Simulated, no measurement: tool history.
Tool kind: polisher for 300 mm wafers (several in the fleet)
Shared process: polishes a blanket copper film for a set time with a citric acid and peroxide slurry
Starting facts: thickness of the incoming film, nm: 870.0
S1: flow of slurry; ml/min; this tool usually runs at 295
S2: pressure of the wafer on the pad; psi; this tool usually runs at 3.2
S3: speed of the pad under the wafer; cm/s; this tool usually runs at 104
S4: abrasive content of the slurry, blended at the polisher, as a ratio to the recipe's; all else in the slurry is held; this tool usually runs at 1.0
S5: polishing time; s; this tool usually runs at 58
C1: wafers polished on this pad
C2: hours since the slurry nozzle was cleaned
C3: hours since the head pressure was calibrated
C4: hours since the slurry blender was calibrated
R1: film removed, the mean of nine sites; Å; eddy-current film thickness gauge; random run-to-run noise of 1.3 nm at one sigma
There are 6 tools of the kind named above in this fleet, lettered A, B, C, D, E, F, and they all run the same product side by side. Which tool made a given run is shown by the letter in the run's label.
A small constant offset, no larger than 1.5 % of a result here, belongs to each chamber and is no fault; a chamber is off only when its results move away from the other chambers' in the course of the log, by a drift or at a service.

{"run": "1B", "day": 0.196, "S1": 295, "S2": 3.2, "S3": 104, "S4": 1.0, "S5": 58, "C1": 561, "C2": 196.8, "C3": 1388.6, "C4": 121.4, "R1": 1409.8}
{"day": 0.338, "done": "chamber C: worn pad replaced by a new one"}
{"run": "2E", "day": 0.479, "S1": 295, "S2": 3.2, "S3": 104, "S4": 1.0, "S5": 58, "C1": 650, "C2": 225.3, "C3": 915.8, "C4": 124.0, "R1": 1393.7}
{"day": 0.704, "done": "chamber B: worn pad replaced by a new one"}
{"run": "3F", "day": 0.733, "S1": 295, "S2": 3.2, "S3": 104, "S4": 1.0, "S5": 58, "C1": 362, "C2": 400.1, "C3": 965.4, "C4": 61.1, "R1": 1378.4}
{"day": 0.846, "done": "chamber A: slurry nozzle cleaned"}
{"run": "4D", "day": 0.904, "S1": 295, "S2": 3.2, "S3": 104, "S4": 1.0, "S5": 58, "C1": 262, "C2": 226.4, "C3": 108.6, "C4": 298.3, "R1": 1381.2}
{"day": 1.196, "done": "chamber C: slurry nozzle cleaned"}
{"run": "5A", "day": 1.196, "S1": 295, "S2": 3.2, "S3": 82, "S4": 1.3, "S5": 58, "C1": 419, "C2": 8.5, "C3": 396.7, "C4": 163.8, "R1": 1181.0}
{"run": "6C", "day": 1.408, "S1": 295, "S2": 3.2, "S3": 82, "S4": 1.3, "S5": 58, "C1": 275, "C2": 5.2, "C3": 68.9, "C4": 243.9, "R1": 1186.4}
{"day": 1.538, "done": "chamber E: worn pad replaced by a new one"}
{"day": 1.558, "done": "chamber F: worn pad replaced by a new one"}
{"run": "7F", "day": 1.596, "S1": 295, "S2": 3.2, "S3": 82, "S4": 1.3, "S5": 58, "C1": 10, "C2": 420.8, "C3": 986.1, "C4": 81.8, "R1": 1169.5}
{"run": "8A", "day": 1.783, "S1": 295, "S2": 3.2, "S3": 82, "S4": 1.3, "S5": 58, "C1": 570, "C2": 22.6, "C3": 410.8, "C4": 177.9, "R1": 1164.7}
{"run": "9B", "day": 2.058, "S1": 295, "S2": 3.2, "S3": 82, "S4": 1.3, "S5": 58, "C1": 348, "C2": 241.5, "C3": 1433.3, "C4": 166.1, "R1": 1170.9}
{"run": "10D", "day": 2.412, "S1": 295, "S2": 3.2, "S3": 82, "S4": 1.3, "S5": 58, "C1": 649, "C2": 262.6, "C3": 144.8, "C4": 334.5, "R1": 1165.9}
{"day": 2.592, "done": "chamber E: slurry blender recalibrated"}
{"run": "11E", "day": 2.708, "S1": 295, "S2": 3.2, "S3": 104, "S4": 1.0, "S5": 58, "C1": 300, "C2": 278.8, "C3": 969.3, "C4": 2.8, "R1": 1384.3}
{"run": "12C", "day": 3.029, "S1": 295, "S2": 3.2, "S3": 104, "S4": 1.0, "S5": 58, "C1": 691, "C2": 44.1, "C3": 107.8, "C4": 282.8, "R1": 1421.7}
{"day": 3.188, "done": "chamber A: worn pad replaced by a new one"}
{"run": "13E", "day": 3.279, "S1": 295, "S2": 3.2, "S3": 104, "S4": 1.0, "S5": 58, "C1": 447, "C2": 292.5, "C3": 983.0, "C4": 16.5, "R1": 1408.5}
{"day": 3.504, "done": "chamber B: worn pad replaced by a new one"}
{"run": "14C", "day": 3.604, "S1": 295, "S2": 3.2, "S3": 104, "S4": 1.0, "S5": 58, "C1": 839, "C2": 57.9, "C3": 121.6, "C4": 296.6, "R1": 1420.7}
{"day": 3.642, "done": "chamber D: worn pad replaced by a new one"}
{"day": 3.912, "done": "chamber F: worn pad replaced by a new one"}
{"run": "15F", "day": 3.962, "S1": 295, "S2": 3.2, "S3": 104, "S4": 1.0, "S5": 58, "C1": 13, "C2": 477.6, "C3": 1042.9, "C4": 138.6, "R1": 1391.0}
{"run": "16D", "day": 4.221, "S1": 295, "S2": 3.2, "S3": 104, "S4": 1.0, "S5": 58, "C1": 148, "C2": 306.0, "C3": 188.2, "C4": 377.9, "R1": 1387.4}
{"day": 4.388, "done": "chamber A: head pressure recalibrated"}
{"run": "17A", "day": 4.496, "S1": 295, "S2": 3.2, "S3": 104, "S4": 1.0, "S5": 58, "C1": 336, "C2": 87.7, "C3": 2.7, "C4": 243.0, "R1": 1380.6}
{"day": 4.554, "done": "chamber B: head pressure recalibrated"}
{"run": "18B", "day": 4.708, "S1": 295, "S2": 3.2, "S3": 104, "S4": 1.0, "S5": 58, "C1": 310, "C2": 305.1, "C3": 3.8, "C4": 229.7, "R1": 1372.7}
{"run": "19C", "day": 5.0, "S1": 295, "S2": 3.2, "S3": 104, "S4": 1.0, "S5": 58, "C1": 1197, "C2": 91.4, "C3": 155.1, "C4": 330.1, "R1": 1408.6}
{"day": 5.021, "done": "chamber C: worn pad replaced by a new one"}
{"day": 5.033, "done": "chamber D: slurry blender recalibrated"}
{"day": 5.121, "done": "chamber B: slurry nozzle cleaned"}
{"run": "20E", "day": 5.346, "S1": 295, "S2": 3.2, "S3": 104, "S4": 1.0, "S5": 58, "C1": 978, "C2": 342.1, "C3": 1032.6, "C4": 66.1, "R1": 1392.0}
{"run": "21B", "day": 5.696, "S1": 385, "S2": 3.2, "S3": 84, "S4": 1.0, "S5": 58, "C1": 563, "C2": 13.9, "C3": 27.5, "C4": 253.4, "R1": 1169.0}
{"day": 5.733, "done": "chamber E: worn pad replaced by a new one"}
{"run": "22A", "day": 5.888, "S1": 385, "S2": 3.2, "S3": 84, "S4": 1.0, "S5": 58, "C1": 693, "C2": 121.1, "C3": 36.1, "C4": 276.4, "R1": 1159.6}
{"day": 5.962, "done": "chamber A: slurry blender recalibrated"}
{"day": 5.992, "done": "chamber B: worn pad replaced by a new one"}
{"day": 6.033, "done": "chamber A: worn pad replaced by a new one"}
{"run": "23F", "day": 6.171, "S1": 385, "S2": 3.2, "S3": 84, "S4": 1.0, "S5": 58, "C1": 580, "C2": 530.6, "C3": 1095.9, "C4": 191.6, "R1": 1157.7}
{"day": 6.229, "done": "chamber B: slurry blender recalibrated"}
{"day": 6.3, "done": "chamber F: worn pad replaced by a new one"}
{"run": "24D", "day": 6.388, "S1": 385, "S2": 3.2, "S3": 84, "S4": 1.0, "S5": 58, "C1": 705, "C2": 358.0, "C3": 240.2, "C4": 32.6, "R1": 1158.1}
{"run": "25A", "day": 6.629, "S1": 385, "S2": 3.2, "S3": 84, "S4": 1.0, "S5": 58, "C1": 153, "C2": 138.9, "C3": 53.9, "C4": 16.0, "R1": 1143.0}
{"day": 6.712, "done": "chamber C: slurry blender recalibrated"}
{"day": 6.788, "done": "chamber F: head pressure recalibrated"}
{"run": "26F", "day": 6.846, "S1": 385, "S2": 3.2, "S3": 84, "S4": 1.0, "S5": 58, "C1": 140, "C2": 546.8, "C3": 1.4, "C4": 207.8, "R1": 1164.1}
{"run": "27B", "day": 7.188, "S1": 295, "S2": 3.2, "S3": 104, "S4": 1.0, "S5": 58, "C1": 307, "C2": 49.7, "C3": 63.3, "C4": 23.1, "R1": 1419.4}
{"run": "28C", "day": 7.354, "S1": 295, "S2": 3.2, "S3": 104, "S4": 1.0, "S5": 58, "C1": 599, "C2": 147.9, "C3": 211.6, "C4": 15.4, "R1": 1413.0}
{"run": "29E", "day": 7.558, "S1": 295, "S2": 3.2, "S3": 104, "S4": 1.0, "S5": 58, "C1": 468, "C2": 395.2, "C3": 1085.7, "C4": 119.2, "R1": 1374.7}
{"run": "30D", "day": 7.883, "S1": 295, "S2": 3.2, "S3": 104, "S4": 1.0, "S5": 58, "C1": 1089, "C2": 393.9, "C3": 276.1, "C4": 68.5, "R1": 1380.4}
{"run": "31D", "day": 8.092, "S1": 295, "S2": 3.2, "S3": 104, "S4": 1.0, "S5": 58, "C1": 1142, "C2": 398.9, "C3": 281.1, "C4": 73.5, "R1": 1389.3}
{"day": 8.104, "done": "chamber F: worn pad replaced by a new one"}
{"day": 8.25, "done": "chamber D: worn pad replaced by a new one"}
{"run": "32B", "day": 8.383, "S1": 295, "S2": 3.2, "S3": 104, "S4": 1.0, "S5": 58, "C1": 614, "C2": 78.4, "C3": 92.0, "C4": 51.8, "R1": 1397.2}
{"run": "33C", "day": 8.554, "S1": 295, "S2": 3.2, "S3": 104, "S4": 1.0, "S5": 58, "C1": 907, "C2": 176.7, "C3": 240.4, "C4": 44.2, "R1": 1427.3}
{"day": 8.75, "done": "chamber B: worn pad replaced by a new one"}
{"run": "34F", "day": 8.846, "S1": 295, "S2": 3.2, "S3": 104, "S4": 1.0, "S5": 58, "C1": 190, "C2": 594.8, "C3": 49.4, "C4": 255.8, "R1": 1401.8}
{"run": "35A", "day": 9.021, "S1": 295, "S2": 3.2, "S3": 104, "S4": 1.0, "S5": 58, "C1": 767, "C2": 196.3, "C3": 111.3, "C4": 73.4, "R1": 1415.8}
{"day": 9.25, "done": "chamber C: worn pad replaced by a new one"}
{"run": "36E", "day": 9.3, "S1": 295, "S2": 3.2, "S3": 104, "S4": 1.0, "S5": 58, "C1": 915, "C2": 437.0, "C3": 1127.5, "C4": 161.0, "R1": 1406.0}
{"run": "37D", "day": 9.471, "S1": 295, "S2": 3.2, "S3": 104, "S4": 1.0, "S5": 58, "C1": 314, "C2": 432.0, "C3": 314.2, "C4": 106.6, "R1": 1393.7}
{"day": 9.488, "done": "chamber A: worn pad replaced by a new one"}
{"run": "38B", "day": 9.629, "S1": 295, "S2": 3.2, "S3": 104, "S4": 0.9, "S5": 41, "C1": 226, "C2": 108.3, "C3": 121.9, "C4": 81.7, "R1": 988.3}
{"run": "39F", "day": 9.833, "S1": 295, "S2": 3.2, "S3": 104, "S4": 0.9, "S5": 41, "C1": 444, "C2": 618.5, "C3": 73.1, "C4": 279.5, "R1": 961.16}
{"run": "40A", "day": 10.162, "S1": 295, "S2": 3.2, "S3": 104, "S4": 0.9, "S5": 41, "C1": 174, "C2": 223.7, "C3": 138.7, "C4": 100.8, "R1": 977.58}
{"run": "41C", "day": 10.429, "S1": 295, "S2": 3.2, "S3": 104, "S4": 0.9, "S5": 41, "C1": 303, "C2": 221.7, "C3": 285.4, "C4": 89.2, "R1": 982.42}

Predict what each chamber gives when all 6 of them run the settings below next.
{"run": "42A", "day": 10.692, "S1": 295, "S2": 3.2, "S3": 104, "S4": 1.0, "S5": 58, "R1": "?"}
{"run": "42B", "day": 10.692, "S1": 295, "S2": 3.2, "S3": 104, "S4": 1.0, "S5": 58, "R1": "?"}
{"run": "42C", "day": 10.692, "S1": 295, "S2": 3.2, "S3": 104, "S4": 1.0, "S5": 58, "R1": "?"}
{"run": "42D", "day": 10.692, "S1": 295, "S2": 3.2, "S3": 104, "S4": 1.0, "S5": 58, "R1": "?"}
{"run": "42E", "day": 10.692, "S1": 295, "S2": 3.2, "S3": 104, "S4": 1.0, "S5": 58, "R1": "?"}
{"run": "42F", "day": 10.692, "S1": 295, "S2": 3.2, "S3": 104, "S4": 1.0, "S5": 58, "R1": "?"}

run=42A R1=1425.30
run=42B R1=1406.20
run=42C R1=1431.50
run=42D R1=1375.80
run=42E R1=1404.70
run=42F R1=1379.50
